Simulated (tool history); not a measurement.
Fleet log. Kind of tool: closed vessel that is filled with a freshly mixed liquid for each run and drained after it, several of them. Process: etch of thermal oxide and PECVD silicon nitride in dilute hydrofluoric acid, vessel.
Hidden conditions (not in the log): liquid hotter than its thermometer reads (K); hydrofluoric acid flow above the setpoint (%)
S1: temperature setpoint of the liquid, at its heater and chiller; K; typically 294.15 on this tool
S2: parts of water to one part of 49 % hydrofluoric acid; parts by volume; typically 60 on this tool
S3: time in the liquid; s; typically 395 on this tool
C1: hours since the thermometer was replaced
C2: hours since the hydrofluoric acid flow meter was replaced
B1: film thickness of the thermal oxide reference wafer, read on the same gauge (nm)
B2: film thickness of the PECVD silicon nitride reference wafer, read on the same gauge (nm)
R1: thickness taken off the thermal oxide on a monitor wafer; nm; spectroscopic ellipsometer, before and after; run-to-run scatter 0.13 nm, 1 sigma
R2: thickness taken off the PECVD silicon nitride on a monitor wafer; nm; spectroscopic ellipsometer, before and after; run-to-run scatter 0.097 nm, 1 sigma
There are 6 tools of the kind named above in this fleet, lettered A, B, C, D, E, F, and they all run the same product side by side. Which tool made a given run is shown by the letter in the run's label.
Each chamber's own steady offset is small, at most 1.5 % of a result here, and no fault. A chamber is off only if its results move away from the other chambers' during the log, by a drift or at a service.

run 1D hour=7.7 | S1=294.15 S2=60 S3=395 | C1=2048.1 C2=317.8 | B1=39.991 B2=99.988 | R1=27.932 R2=19.233
run 2A hour=15.7 | S1=294.15 S2=60 S3=395 | C1=66.3 C2=441.4 | B1=40.009 B2=99.974 | R1=27.931 R2=19.380
run 3E hour=20.3 | S1=294.15 S2=60 S3=395 | C1=1615.3 C2=1843.8 | B1=39.996 B2=100.010 | R1=28.019 R2=19.144
run 4C hour=24.6 | S1=294.15 S2=60 S3=395 | C1=821.9 C2=422.8 | B1=40.006 B2=100.020 | R1=28.004 R2=19.032
run 5F hour=30.3 | S1=294.15 S2=60 S3=395 | C1=714.2 C2=1025.7 | B1=39.995 B2=100.000 | R1=28.165 R2=19.197
run 6B hour=34.1 | S1=294.15 S2=60 S3=395 | C1=274.0 C2=174.6 | B1=39.990 B2=99.997 | R1=28.481 R2=18.968
run 7D hour=38.4 | S1=294.15 S2=60 S3=290 | C1=2078.8 C2=348.5 | B1=39.989 B2=99.999 | R1=20.453 R2=14.002
run 8E hour=46.2 | S1=294.15 S2=60 S3=290 | C1=1641.2 C2=1869.7 | B1=40.001 B2=100.010 | R1=20.510 R2=13.888
run 9A hour=50.0 | S1=294.15 S2=60 S3=290 | C1=100.6 C2=475.7 | B1=40.014 B2=99.977 | R1=20.486 R2=14.012
run 10B hour=58.1 | S1=294.15 S2=60 S3=290 | C1=298.0 C2=198.6 | B1=39.999 B2=99.982 | R1=20.796 R2=14.040
run 11F hour=65.6 | S1=294.15 S2=60 S3=290 | C1=749.5 C2=1061.0 | B1=39.993 B2=100.020 | R1=20.486 R2=14.043
run 12C hour=71.8 | S1=294.15 S2=60 S3=290 | C1=869.1 C2=470.0 | B1=39.996 B2=99.965 | R1=20.726 R2=13.817
run 13F hour=77.0 | S1=294.15 S2=60 S3=395 | C1=760.9 C2=1072.4 | B1=40.007 B2=100.000 | R1=28.174 R2=19.079
run 14E hour=83.5 | S1=294.15 S2=60 S3=395 | C1=1678.5 C2=1907.0 | B1=40.010 B2=99.994 | R1=28.033 R2=19.239
run 15A hour=90.7 | S1=294.15 S2=60 S3=395 | C1=141.3 C2=516.4 | B1=39.994 B2=99.988 | R1=27.771 R2=19.064
run 16D hour=97.5 | S1=294.15 S2=60 S3=395 | C1=2137.9 C2=407.6 | B1=39.990 B2=100.020 | R1=27.799 R2=19.187
run 17B hour=103.2 | S1=294.15 S2=60 S3=395 | C1=343.1 C2=243.7 | B1=39.997 B2=100.010 | R1=28.292 R2=19.059
run 18C hour=110.1 | S1=294.15 S2=60 S3=395 | C1=907.4 C2=508.3 | B1=40.027 B2=100.010 | R1=28.120 R2=18.873
run 19F hour=117.4 | S1=294.15 S2=40 S3=205 | C1=801.3 C2=1112.8 | B1=40.008 B2=100.010 | R1=22.508 R2=14.607
run 20D hour=124.1 | S1=294.15 S2=40 S3=205 | C1=2164.5 C2=434.2 | B1=39.988 B2=99.992 | R1=22.078 R2=14.670
run 21A hour=128.3 | S1=294.15 S2=40 S3=205 | C1=178.9 C2=554.0 | B1=39.997 B2=100.000 | R1=22.247 R2=14.776
run 22C hour=135.5 | S1=294.15 S2=40 S3=205 | C1=932.8 C2=533.7 | B1=40.002 B2=99.986 | R1=22.461 R2=14.488
run 23B hour=141.8 | S1=294.15 S2=40 S3=205 | C1=381.7 C2=282.3 | B1=39.981 B2=99.968 | R1=22.536 R2=14.680
run 24E hour=150.2 | S1=294.15 S2=40 S3=205 | C1=1745.2 C2=1973.7 | B1=40.004 B2=100.020 | R1=22.309 R2=14.763
run 25E hour=154.6 | S1=294.15 S2=60 S3=395 | C1=1749.6 C2=1978.1 | B1=40.023 B2=100.010 | R1=28.162 R2=19.275
run 26B hour=161.4 | S1=294.15 S2=60 S3=395 | C1=401.3 C2=301.9 | B1=39.994 B2=100.000 | R1=28.322 R2=19.075
run 27C hour=168.1 | S1=294.15 S2=60 S3=395 | C1=965.4 C2=566.3 | B1=39.994 B2=99.967 | R1=28.082 R2=19.010
run 28F hour=171.9 | S1=294.15 S2=60 S3=395 | C1=855.8 C2=1167.3 | B1=39.988 B2=99.991 | R1=28.023 R2=19.070
run 29D hour=178.4 | S1=294.15 S2=60 S3=395 | C1=2218.8 C2=488.5 | B1=39.995 B2=99.989 | R1=28.139 R2=19.332
run 30A hour=187.0 | S1=294.15 S2=60 S3=395 | C1=237.6 C2=612.7 | B1=39.984 B2=99.957 | R1=27.931 R2=19.163
run 31B hour=192.4 | S1=294.15 S2=60 S3=395 | C1=432.3 C2=332.9 | B1=40.016 B2=99.997 | R1=28.264 R2=19.162
run 32F hour=196.7 | S1=294.15 S2=60 S3=395 | C1=880.6 C2=1192.1 | B1=39.987 B2=100.020 | R1=28.159 R2=19.216
run 33E hour=205.0 | S1=294.15 S2=35 S3=180 | C1=1800.0 C2=2028.5 | B1=39.992 B2=100.050 | R1=22.582 R2=14.617
run 34D hour=209.2 | S1=294.15 S2=35 S3=180 | C1=2249.6 C2=519.3 | B1=39.998 B2=99.991 | R1=22.253 R2=14.643
run 35C hour=217.0 | S1=294.15 S2=35 S3=180 | C1=1014.3 C2=615.2 | B1=40.019 B2=99.969 | R1=22.586 R2=14.656
run 36A hour=224.7 | S1=294.15 S2=35 S3=180 | C1=275.3 C2=650.4 | B1=40.010 B2=100.010 | R1=22.247 R2=14.666
run 37C hour=232.1 | S1=294.15 S2=35 S3=180 | C1=1029.4 C2=630.3 | B1=39.987 B2=100.010 | R1=22.774 R2=14.606
run 38A hour=239.9 | S1=294.15 S2=35 S3=180 | C1=290.5 C2=665.6 | B1=39.997 B2=99.996 | R1=22.682 R2=14.735
run 39B hour=247.4 | S1=294.15 S2=60 S3=395 | C1=487.3 C2=387.9 | B1=40.022 B2=99.974 | R1=28.469 R2=19.062
run 40E hour=256.0 | S1=294.15 S2=60 S3=395 | C1=1851.0 C2=2079.5 | B1=40.022 B2=99.966 | R1=28.062 R2=19.101

The same settings go to every chamber for the next run, one line per chamber below. Forecast the results for each:
run 41A hour=262.3 | S1=294.15 S2=60 S3=395 | R1=? R2=?
run 41B hour=262.3 | S1=294.15 S2=60 S3=395 | R1=? R2=?
run 41C hour=262.3 | S1=294.15 S2=60 S3=395 | R1=? R2=?
run 41D hour=262.3 | S1=294.15 S2=60 S3=395 | R1=? R2=?
run 41E hour=262.3 | S1=294.15 S2=60 S3=395 | R1=? R2=?
run 41F hour=262.3 | S1=294.15 S2=60 S3=395 | R1=? R2=?

run=41A R1=28.179 R2=19.285
run=41B R1=28.170 R2=19.118
run=41C R1=28.135 R2=18.968
run=41D R1=28.013 R2=19.172
run=41E R1=27.967 R2=18.980
run=41F R1=28.220 R2=19.119
